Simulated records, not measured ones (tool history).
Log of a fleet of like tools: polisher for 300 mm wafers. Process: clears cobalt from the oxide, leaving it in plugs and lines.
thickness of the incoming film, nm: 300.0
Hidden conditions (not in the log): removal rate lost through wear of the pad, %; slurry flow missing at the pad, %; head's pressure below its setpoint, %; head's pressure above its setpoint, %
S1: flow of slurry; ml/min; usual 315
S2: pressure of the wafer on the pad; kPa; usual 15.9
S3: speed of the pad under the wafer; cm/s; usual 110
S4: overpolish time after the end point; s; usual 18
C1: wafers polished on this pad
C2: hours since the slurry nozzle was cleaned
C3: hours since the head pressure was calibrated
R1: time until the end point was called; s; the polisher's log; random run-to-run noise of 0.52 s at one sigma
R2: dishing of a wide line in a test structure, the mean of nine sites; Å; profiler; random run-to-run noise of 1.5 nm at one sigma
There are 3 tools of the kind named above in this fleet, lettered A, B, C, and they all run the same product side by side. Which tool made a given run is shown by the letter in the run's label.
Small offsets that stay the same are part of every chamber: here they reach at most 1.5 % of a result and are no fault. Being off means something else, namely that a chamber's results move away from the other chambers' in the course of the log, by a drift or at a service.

run,hour,S1,S2,S3,S4,C1,C2,C3,R1,R2
1B,12.7,315,15.9,110,18,1266,597.6,306.0,43.291,585.86
# hour 17.6: chamber A: worn pad replaced by a new one
2A,22.6,315,15.9,110,18,41,174.5,542.4,42.900,579.72
# hour 23.8: chamber B: worn pad replaced by a new one
3C,32.7,315,15.9,110,18,450,332.7,232.4,43.353,617.92
# hour 43.7: chamber C: worn pad replaced by a new one
4C,46.3,315,15.9,110,18,21,346.3,246.0,41.931,610.87
# hour 57.9: chamber C: slurry nozzle cleaned
5B,59.5,315,15.9,110,18,293,644.4,352.8,42.888,600.42
6A,71.0,315,15.9,110,18,439,222.9,590.8,43.285,597.85
7B,85.0,270,13.1,110,18,503,669.9,378.3,52.599,564.66
# hour 99.2: chamber A: worn pad replaced by a new one
8C,99.8,270,13.1,110,18,461,41.9,299.5,52.497,561.32
9A,109.0,270,13.1,110,18,81,260.9,628.8,52.773,548.80
# hour 122.5: chamber C: worn pad replaced by a new one
10B,124.8,270,15.9,110,8,830,709.7,418.1,43.787,384.14
11A,133.4,270,15.9,110,8,281,285.3,653.2,43.922,374.18
12C,141.4,270,15.9,110,8,156,83.5,341.1,43.356,389.19
13C,149.4,315,15.9,110,18,221,91.5,349.1,42.834,616.95
14A,158.8,315,15.9,110,18,490,310.7,678.6,43.716,609.82
# hour 164.8: chamber A: worn pad replaced by a new one
# hour 170.0: chamber A: slurry nozzle cleaned
15B,170.1,315,15.9,110,18,1202,755.0,463.4,43.383,609.72
16A,182.4,315,15.9,110,18,144,12.5,702.2,43.804,589.58
# hour 189.6: chamber C: worn pad replaced by a new one
17C,191.5,315,15.9,110,18,16,133.6,391.2,41.569,642.52
# hour 198.4: chamber B: worn pad replaced by a new one
18B,201.6,315,15.9,110,18,26,786.5,494.9,43.207,618.54
19A,214.6,315,15.9,110,18,409,44.7,734.4,44.238,594.51
# hour 229.3: chamber A: worn pad replaced by a new one
20B,229.9,315,15.9,110,18,259,814.8,523.2,42.891,610.64
21C,238.2,315,15.9,110,18,400,180.3,437.9,42.070,581.45
22B,250.6,315,11.0,94,18,429,835.5,543.9,73.044,460.31
# hour 253.7: chamber C: worn pad replaced by a new one
23A,266.1,315,11.0,94,18,303,96.2,785.9,73.367,472.63
24C,275.7,315,11.0,94,18,181,217.8,475.4,72.237,483.68
25A,286.0,315,17.9,110,18,466,116.1,805.8,41.457,627.61
26B,299.0,315,17.9,110,18,827,883.9,592.3,38.493,647.67
# hour 307.1: chamber A: worn pad replaced by a new one
27C,315.3,315,17.9,110,18,506,257.4,515.0,38.341,641.77
28A,324.7,315,15.9,110,18,144,154.8,844.5,45.637,565.28
# hour 330.3: chamber C: worn pad replaced by a new one
29B,339.3,315,15.9,110,18,1158,924.2,632.6,42.511,634.66
30C,351.8,315,15.9,140,18,177,293.9,551.5,33.545,650.23
31C,360.9,315,15.9,140,18,252,303.0,560.6,33.797,668.19

Predict what each chamber gives when all 3 of them run the settings below next.
32A,372.7,315,15.9,110,18,,,,?,?
32B,372.7,315,15.9,110,18,,,,?,?
32C,372.7,315,15.9,110,18,,,,?,?

run,R1,R2
32A,47.076,566.04
32B,42.909,643.53
32C,42.228,592.71

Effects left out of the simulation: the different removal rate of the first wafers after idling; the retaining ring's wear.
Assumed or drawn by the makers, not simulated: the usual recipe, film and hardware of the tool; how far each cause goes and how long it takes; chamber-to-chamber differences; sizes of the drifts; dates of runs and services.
